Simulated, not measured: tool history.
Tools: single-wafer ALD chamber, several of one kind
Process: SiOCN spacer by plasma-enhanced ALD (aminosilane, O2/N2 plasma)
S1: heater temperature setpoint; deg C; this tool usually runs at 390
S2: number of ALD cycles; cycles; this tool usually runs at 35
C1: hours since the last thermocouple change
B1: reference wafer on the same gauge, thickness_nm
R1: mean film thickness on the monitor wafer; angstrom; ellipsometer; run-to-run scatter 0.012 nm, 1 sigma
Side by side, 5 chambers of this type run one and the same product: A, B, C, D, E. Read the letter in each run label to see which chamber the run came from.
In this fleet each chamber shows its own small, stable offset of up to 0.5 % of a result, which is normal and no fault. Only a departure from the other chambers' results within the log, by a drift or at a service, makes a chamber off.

run 1D hour=5.9 | S1=390 S2=35 | C1=214.5 | B1=2.0005 | R1=20.978
run 2B hour=11.8 | S1=390 S2=35 | C1=749.1 | B1=2.0020 | R1=21.165
run 3E hour=14.7 | S1=390 S2=35 | C1=380.3 | B1=1.9995 | R1=21.146
run 4C hour=18.1 | S1=390 S2=35 | C1=1989.4 | B1=1.9990 | R1=20.949
run 5A hour=23.4 | S1=375 S2=35 | C1=2022.9 | B1=1.9992 | R1=21.156
run 6C hour=29.4 | S1=375 S2=35 | C1=2000.7 | B1=1.9988 | R1=21.014
run 7E hour=34.3 | S1=375 S2=35 | C1=399.9 | B1=1.9997 | R1=21.138
run 8B hour=40.5 | S1=375 S2=35 | C1=777.8 | B1=2.0007 | R1=20.933
run 9A hour=44.3 | S1=375 S2=35 | C1=2043.8 | B1=2.0008 | R1=21.250
run 10D hour=49.7 | S1=390 S2=35 | C1=258.3 | B1=1.9996 | R1=21.028
run 11B hour=52.6 | S1=390 S2=35 | C1=789.9 | B1=2.0007 | R1=21.381
run 12E hour=57.2 | S1=390 S2=35 | C1=422.8 | B1=2.0016 | R1=21.151
run 13A hour=61.8 | S1=390 S2=35 | C1=2061.3 | B1=1.9992 | R1=21.117
run 14C hour=66.3 | S1=390 S2=35 | C1=2037.6 | B1=2.0015 | R1=21.096
run 15D hour=70.8 | S1=385 S2=35 | C1=279.4 | B1=2.0018 | R1=20.742
run 16A hour=74.5 | S1=385 S2=35 | C1=2074.0 | B1=1.9978 | R1=21.074
run 17E hour=80.1 | S1=385 S2=35 | C1=445.7 | B1=1.9978 | R1=21.038
run 18C hour=86.1 | S1=385 S2=35 | C1=2057.4 | B1=2.0029 | R1=20.869
run 19D hour=91.1 | S1=385 S2=35 | C1=299.7 | B1=1.9973 | R1=20.997
run 20B hour=96.6 | S1=390 S2=35 | C1=833.9 | B1=2.0002 | R1=21.128
run 21B hour=101.5 | S1=390 S2=35 | C1=838.8 | B1=1.9998 | R1=20.968
run 22E hour=104.6 | S1=390 S2=35 | C1=470.2 | B1=1.9989 | R1=20.881
run 23C hour=107.6 | S1=390 S2=35 | C1=2078.9 | B1=2.0022 | R1=21.212
run 24D hour=111.3 | S1=390 S2=35 | C1=319.9 | B1=2.0023 | R1=21.100
run 25A hour=114.7 | S1=383 S2=38 | C1=2114.2 | B1=2.0021 | R1=23.049
run 26D hour=119.3 | S1=383 S2=38 | C1=327.9 | B1=2.0010 | R1=22.747
run 27B hour=122.6 | S1=383 S2=38 | C1=859.9 | B1=2.0003 | R1=23.020
run 28E hour=128.7 | S1=383 S2=38 | C1=494.3 | B1=1.9997 | R1=22.949
run 29A hour=133.8 | S1=383 S2=38 | C1=2133.3 | B1=2.0006 | R1=23.144
run 30C hour=138.5 | S1=390 S2=35 | C1=2109.8 | B1=2.0007 | R1=21.146
run 31B hour=142.7 | S1=375 S2=30 | C1=880.0 | B1=2.0005 | R1=17.914
run 32A hour=147.4 | S1=375 S2=30 | C1=2146.9 | B1=1.9994 | R1=18.304
run 33C hour=150.6 | S1=375 S2=30 | C1=2121.9 | B1=1.9971 | R1=17.939
run 34E hour=154.1 | S1=375 S2=30 | C1=519.7 | B1=2.0020 | R1=18.242
run 35D hour=156.9 | S1=375 S2=30 | C1=365.5 | B1=2.0025 | R1=18.093
run 36B hour=160.5 | S1=390 S2=35 | C1=897.8 | B1=2.0015 | R1=21.029

For the next run the whole fleet of 5 chambers uses the same settings. Give each chamber's results:
run 37A hour=165.0 | S1=390 S2=35 | R1=?
run 37B hour=165.0 | S1=390 S2=35 | R1=?
run 37C hour=165.0 | S1=390 S2=35 | R1=?
run 37D hour=165.0 | S1=390 S2=35 | R1=?
run 37E hour=165.0 | S1=390 S2=35 | R1=?

run=37A R1=21.392
run=37B R1=21.036
run=37C R1=21.197
run=37D R1=20.925
run=37E R1=20.915

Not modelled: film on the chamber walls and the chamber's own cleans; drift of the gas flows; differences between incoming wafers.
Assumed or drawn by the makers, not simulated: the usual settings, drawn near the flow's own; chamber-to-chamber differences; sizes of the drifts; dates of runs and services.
